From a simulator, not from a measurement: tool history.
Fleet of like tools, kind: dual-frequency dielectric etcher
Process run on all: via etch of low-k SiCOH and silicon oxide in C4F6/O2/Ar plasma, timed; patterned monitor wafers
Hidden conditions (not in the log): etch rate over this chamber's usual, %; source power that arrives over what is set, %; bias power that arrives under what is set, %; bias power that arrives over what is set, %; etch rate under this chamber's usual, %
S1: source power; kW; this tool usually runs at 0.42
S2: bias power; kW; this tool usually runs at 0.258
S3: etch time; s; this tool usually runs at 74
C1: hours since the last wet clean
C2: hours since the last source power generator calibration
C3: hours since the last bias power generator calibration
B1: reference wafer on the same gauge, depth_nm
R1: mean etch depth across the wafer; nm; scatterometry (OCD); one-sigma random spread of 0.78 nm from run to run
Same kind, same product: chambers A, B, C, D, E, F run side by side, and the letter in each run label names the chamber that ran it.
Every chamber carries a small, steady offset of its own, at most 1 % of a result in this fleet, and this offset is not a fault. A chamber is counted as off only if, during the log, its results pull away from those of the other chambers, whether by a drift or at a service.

run   hour    S1     S2    S3     C1      C2      C3      B1      R1
 1F    6.9  0.42  0.258    74   74.1   996.8    3317  233.01  239.04
 2B   13.2  0.42  0.258    74  102.1  2837.8   533.7  233.16  235.31
      17.7  -- chamber C: wet clean of the chamber
 3A   21.3  0.42  0.258    74  130.1  2873.9  1348.6  232.86   237.4
 4C   28.7  0.42  0.258    74   11.1   571.5  1962.6  232.92  236.56
 5D   33.8  0.42  0.258    74  206.2  1551.9  1035.7  232.95  234.48
 6E   43.8  0.42  0.258    74  294.2  1380.4   293.6     233  237.09
 7C   50.2  0.42  0.258    74   32.6     593  1984.1  233.08  236.26
 8B   59.3  0.42  0.258    74  148.2  2883.9   579.8   233.1  234.98
 9F   65.3  0.42  0.258    74  132.5  1055.2  3375.4  232.92  238.04
10E   71.9  0.42  0.258    74  322.3  1408.5   321.7  233.02  236.48
11D   79.5  0.42  0.258    74  251.9  1597.6  1081.4  233.02  236.04
12A     84  0.42  0.258    74  192.8  2936.6  1411.3  232.95  239.27
13D   94.3  0.42  0.258    74  266.7  1612.4  1096.2  233.14  237.07
14C  101.5  0.42  0.258    74   83.9   644.3  2035.4  232.94  236.74
15A  110.8  0.42  0.258    74  219.6  2963.4  1438.1  233.01  239.56
16B  116.9   0.5  0.258  55.5  205.8  2941.5   637.4  232.87  188.98
17E  122.4   0.5  0.258  55.5  372.8    1459   372.2  233.15  191.22
18F  132.6   0.5  0.258  55.5  199.8  1122.5  3442.7  233.16   190.1
19E  137.7   0.5  0.258  55.5  388.1  1474.3   387.5  232.98  189.23
20A  145.2   0.5  0.258  55.5    254  2997.8  1472.5  232.99  190.78
21D    155   0.5  0.258  55.5  327.4  1673.1  1156.9  232.91  188.36
22B    165  0.42  0.258    74  253.9  2989.6   685.5  232.85     234
23F  172.1  0.42  0.258    74  239.3    1162  3482.2  232.98  238.38
24C  181.1  0.42  0.239    74  163.5   723.9    2115  233.03  230.55
25B  190.7  0.42  0.239    74  279.6  3015.3   711.2  233.04  230.16
26E  198.8  0.42  0.239    74  449.2  1535.4   448.6  233.01  228.19
27A  208.7  0.42  0.239    74  317.5  3061.3    1536  233.23  230.91
28C  214.2  0.42  0.239    74  196.6     757  2148.1  233.02  230.89
29F  220.6  0.42  0.239    74  287.8  1210.5  3530.7  233.09  233.43
30D    225  0.42  0.258    74  397.4  1743.1  1226.9  233.12  235.98
31A    235  0.42  0.258    74  343.8  3087.6  1562.3  233.15  238.24
32D  241.6  0.42  0.258    74    414  1759.7  1243.5  232.99  234.71
33B    251  0.42  0.258    74  339.9  3075.6   771.5  232.98  236.24
34F  260.4  0.42  0.258    74  327.6  1250.3  3570.5  233.17  237.69
35E    270  0.42  0.258    74  520.4  1606.6   519.8     233  229.47
36C  279.1  0.42  0.258    74  261.5   821.9    2213   232.9   236.9
37B  288.8  0.42  0.258    74  377.7  3113.4   809.3     233  236.16
38C  293.5  0.42  0.258    74  275.9   836.3  2227.4  232.97  236.51
39A  303.5  0.42  0.258    74  412.3  3156.1  1630.8  233.18  237.85
40D  308.8  0.42  0.258    74  481.2  1826.9  1310.7  233.01  235.54
41F  317.5  0.42  0.258    74  384.7  1307.4  3627.6  233.04  239.45
42E  325.1  0.42  0.258    74  575.5  1661.7   574.9  232.82  226.93

One chamber off, gauge drift, or nothing amiss beyond the chambers' own small offsets? If it is a chamber, which one, and what is the likeliest cause?

One chamber, E, drifts off from the rest bit by bit.
Cause: etch rate under this chamber's usual, % = 4.24.

Chamber E could run next with any of the 4 candidate recipes listed below; each alters the usual settings, and their results appear as question marks. Which one brings its results back in line with what the other chambers deliver on the usual settings?
A result is in line if it is within this distance of the other chambers' mean on the usual settings: R1 2.7 nm
43E-1  332.5  0.42  0.257  73                   ?
43E-2  332.5  0.42  0.258  71                   ?
43E-3  332.5  0.42  0.261  77                   ?
43E-4  332.5  0.42  0.273  74                   ?

Other chambers, usual settings, mean: R1 236.97 nm
  run      R1
43E-1  223.25
43E-2  217.42
43E-3  236.71
43E-4  230.98
The answer is 43E-3, which returns the chamber to within the allowed miss of the others.
